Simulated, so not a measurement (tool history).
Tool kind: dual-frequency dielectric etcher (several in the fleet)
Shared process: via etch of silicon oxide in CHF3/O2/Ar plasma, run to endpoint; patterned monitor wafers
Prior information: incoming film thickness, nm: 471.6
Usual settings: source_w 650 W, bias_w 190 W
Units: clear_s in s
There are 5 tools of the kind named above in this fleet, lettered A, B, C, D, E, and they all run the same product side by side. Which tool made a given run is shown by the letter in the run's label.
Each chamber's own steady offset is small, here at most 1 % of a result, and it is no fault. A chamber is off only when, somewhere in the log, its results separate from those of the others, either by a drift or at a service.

run 1A hour=11.1 | source_w=650 bias_w=190 | clear_s=225.71
run 2E hour=21.8 | source_w=650 bias_w=190 | clear_s=225.45
run 3B hour=28.5 | source_w=650 bias_w=190 | clear_s=228.11
run 4D hour=38.1 | source_w=650 bias_w=190 | clear_s=229.09
run 5C hour=47.9 | source_w=650 bias_w=190 | clear_s=227.89
run 6E hour=56.6 | source_w=650 bias_w=190 | clear_s=227.13
run 7A hour=69.8 | source_w=650 bias_w=190 | clear_s=225.62
run 8B hour=77.2 | source_w=650 bias_w=190 | clear_s=227.34
run 9C hour=88.5 | source_w=650 bias_w=190 | clear_s=226.49
run 10D hour=98.5 | source_w=650 bias_w=190 | clear_s=228.12
run 11C hour=106.4 | source_w=650 bias_w=190 | clear_s=228.64
run 12A hour=113.9 | source_w=650 bias_w=190 | clear_s=225.78
run 13D hour=123.5 | source_w=650 bias_w=190 | clear_s=229.66
run 14E hour=136.7 | source_w=650 bias_w=190 | clear_s=226.19
-- hour=139.5 chamber E: wet clean of the chamber
run 15B hour=146 | source_w=650 bias_w=190 | clear_s=226.5
run 16A hour=154.8 | source_w=650 bias_w=190 | clear_s=227.2
run 17D hour=166.3 | source_w=650 bias_w=190 | clear_s=229.65
run 18E hour=176.7 | source_w=650 bias_w=190 | clear_s=236.03
run 19C hour=190.1 | source_w=650 bias_w=190 | clear_s=228.75
run 20B hour=200.8 | source_w=650 bias_w=190 | clear_s=226.09
-- hour=204 chamber C: wet clean of the chamber
run 21E hour=211.4 | source_w=650 bias_w=190 | clear_s=236.93
-- hour=216 chamber B: wet clean of the chamber
-- hour=221.2 chamber A: bias power generator calibrated
run 22D hour=224.6 | source_w=650 bias_w=190 | clear_s=229.26
run 23A hour=233.7 | source_w=650 bias_w=190 | clear_s=227.1
run 24B hour=241.4 | source_w=650 bias_w=190 | clear_s=227.09
run 25C hour=248.4 | source_w=650 bias_w=190 | clear_s=228.26
run 26D hour=255.3 | source_w=650 bias_w=190 | clear_s=228.96
run 27E hour=263.1 | source_w=650 bias_w=190 | clear_s=236.12
run 28A hour=276.8 | source_w=650 bias_w=190 | clear_s=225.4
run 29C hour=283.3 | source_w=650 bias_w=190 | clear_s=227.9
run 30B hour=297.2 | source_w=650 bias_w=190 | clear_s=225.46
run 31C hour=307.4 | source_w=510 bias_w=166 | clear_s=260.96
run 32A hour=315.7 | source_w=510 bias_w=166 | clear_s=257.22
-- hour=322.8 chamber D: wet clean of the chamber
run 33D hour=323.6 | source_w=510 bias_w=166 | clear_s=265.03
-- hour=328.4 chamber A: wet clean of the chamber
run 34E hour=335.5 | source_w=510 bias_w=166 | clear_s=271.62
run 35B hour=344.3 | source_w=510 bias_w=166 | clear_s=259.85
run 36B hour=357.1 | source_w=650 bias_w=190 | clear_s=226.11
run 37A hour=364.7 | source_w=650 bias_w=168 | clear_s=237.24
run 38D hour=377.5 | source_w=650 bias_w=168 | clear_s=237.52
run 39C hour=390.2 | source_w=650 bias_w=168 | clear_s=238.16

Has any chamber moved away from the others, gradually or after a service, or does the common gauge drift, or do the chambers differ only by their own small steady offsets? State the chamber and the most likely cause if one applies.

Chamber E came out of a service off from its peers and stayed that way.
What lies behind it: etch rate under this chamber's usual, % = 4.1.

Here are 4 candidates for chamber E's next run, each the usual settings with a change, their results left as question marks. Which one brings its results back in line with what the others give on the usual settings?
Maximum distance from the other chambers' mean on the usual settings for a result to count as in line: clear_s 2.9 s
run 40E-1 hour=400.4 | source_w=720 bias_w=190 | clear_s=?
run 40E-2 hour=400.4 | source_w=720 bias_w=209 | clear_s=?
run 40E-3 hour=400.4 | source_w=580 bias_w=190 | clear_s=?
run 40E-4 hour=400.4 | source_w=590 bias_w=172 | clear_s=?

Other chambers, usual settings, mean: clear_s 227.42 s
run=40E-1 clear_s=227.47
run=40E-2 clear_s=220.14
run=40E-3 clear_s=246.73
run=40E-4 clear_s=253.65
40E-1 is the one that brings the chamber's results back in line with the other chambers.
